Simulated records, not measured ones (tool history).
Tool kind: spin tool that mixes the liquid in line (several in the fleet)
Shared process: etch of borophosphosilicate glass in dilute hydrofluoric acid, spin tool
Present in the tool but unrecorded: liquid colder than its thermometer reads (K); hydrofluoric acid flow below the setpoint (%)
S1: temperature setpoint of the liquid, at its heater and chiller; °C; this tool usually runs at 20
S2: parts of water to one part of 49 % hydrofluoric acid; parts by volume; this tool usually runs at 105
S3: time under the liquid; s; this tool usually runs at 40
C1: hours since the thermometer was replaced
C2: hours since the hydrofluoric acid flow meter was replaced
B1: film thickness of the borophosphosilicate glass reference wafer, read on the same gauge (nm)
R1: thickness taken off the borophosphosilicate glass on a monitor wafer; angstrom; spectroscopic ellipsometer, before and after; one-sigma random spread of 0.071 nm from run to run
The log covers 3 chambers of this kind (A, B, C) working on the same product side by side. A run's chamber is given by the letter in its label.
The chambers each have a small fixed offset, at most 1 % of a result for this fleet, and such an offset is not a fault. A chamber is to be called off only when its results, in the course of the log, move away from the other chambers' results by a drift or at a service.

run 1B hour=13.4 | S1=20 S2=105 S3=40 | C1=1414.8 C2=809.1 | B1=60.007 | R1=116.26
run 2C hour=27.8 | S1=20 S2=105 S3=40 | C1=910.4 C2=743.5 | B1=59.997 | R1=115.8
run 3A hour=34.6 | S1=20 S2=105 S3=40 | C1=911.3 C2=2010.8 | B1=59.991 | R1=117.55
run 4C hour=46.4 | S1=20 S2=105 S3=40 | C1=929 C2=762.1 | B1=59.985 | R1=115.88
-- hour=50.2 chamber B: thermometer replaced
run 5A hour=59.2 | S1=20 S2=105 S3=40 | C1=935.9 C2=2035.4 | B1=60.024 | R1=115.65
run 6B hour=70 | S1=20 S2=105 S3=40 | C1=19.9 C2=865.7 | B1=60.027 | R1=116.34
run 7A hour=80.7 | S1=20 S2=105 S3=40 | C1=957.4 C2=2056.9 | B1=59.984 | R1=116.16
run 8C hour=87.9 | S1=23 S2=105 S3=40 | C1=970.5 C2=803.6 | B1=59.994 | R1=131.65
-- hour=93.1 chamber C: hydrofluoric acid flow meter replaced
run 9B hour=97.9 | S1=23 S2=105 S3=40 | C1=47.8 C2=893.6 | B1=59.999 | R1=132.76
run 10A hour=109.4 | S1=23 S2=105 S3=40 | C1=986.1 C2=2085.6 | B1=60.023 | R1=129.84
run 11C hour=116.2 | S1=20 S2=105 S3=40 | C1=998.8 C2=23.2 | B1=60.005 | R1=116.7
run 12B hour=127.5 | S1=20 S2=105 S3=40 | C1=77.4 C2=923.2 | B1=60.001 | R1=116.01
run 13B hour=136.6 | S1=20 S2=105 S3=40 | C1=86.5 C2=932.3 | B1=59.991 | R1=116.24
run 14C hour=144.2 | S1=20 S2=105 S3=40 | C1=1026.8 C2=51.2 | B1=60.011 | R1=115.88
run 15A hour=153.9 | S1=20 S2=105 S3=40 | C1=1030.6 C2=2130.1 | B1=60.007 | R1=115.69
run 16B hour=167.2 | S1=20 S2=105 S3=40 | C1=117.1 C2=962.9 | B1=59.978 | R1=116.27
run 17A hour=178.4 | S1=20 S2=105 S3=40 | C1=1055.1 C2=2154.6 | B1=60 | R1=115.31
run 18C hour=188.5 | S1=20 S2=105 S3=40 | C1=1071.1 C2=95.5 | B1=59.979 | R1=115.51
run 19A hour=194.8 | S1=20 S2=105 S3=40 | C1=1071.5 C2=2171 | B1=59.999 | R1=115.21
run 20C hour=209.1 | S1=20 S2=105 S3=40 | C1=1091.7 C2=116.1 | B1=60.002 | R1=117.03

Each of the 3 chambers runs these same settings next. Fill in every chamber's results:
run 21A hour=219.5 | S1=20 S2=105 S3=40 | R1=?
run 21B hour=219.5 | S1=20 S2=105 S3=40 | R1=?
run 21C hour=219.5 | S1=20 S2=105 S3=40 | R1=?

run=21A R1=116.79
run=21B R1=116.27
run=21C R1=115.66
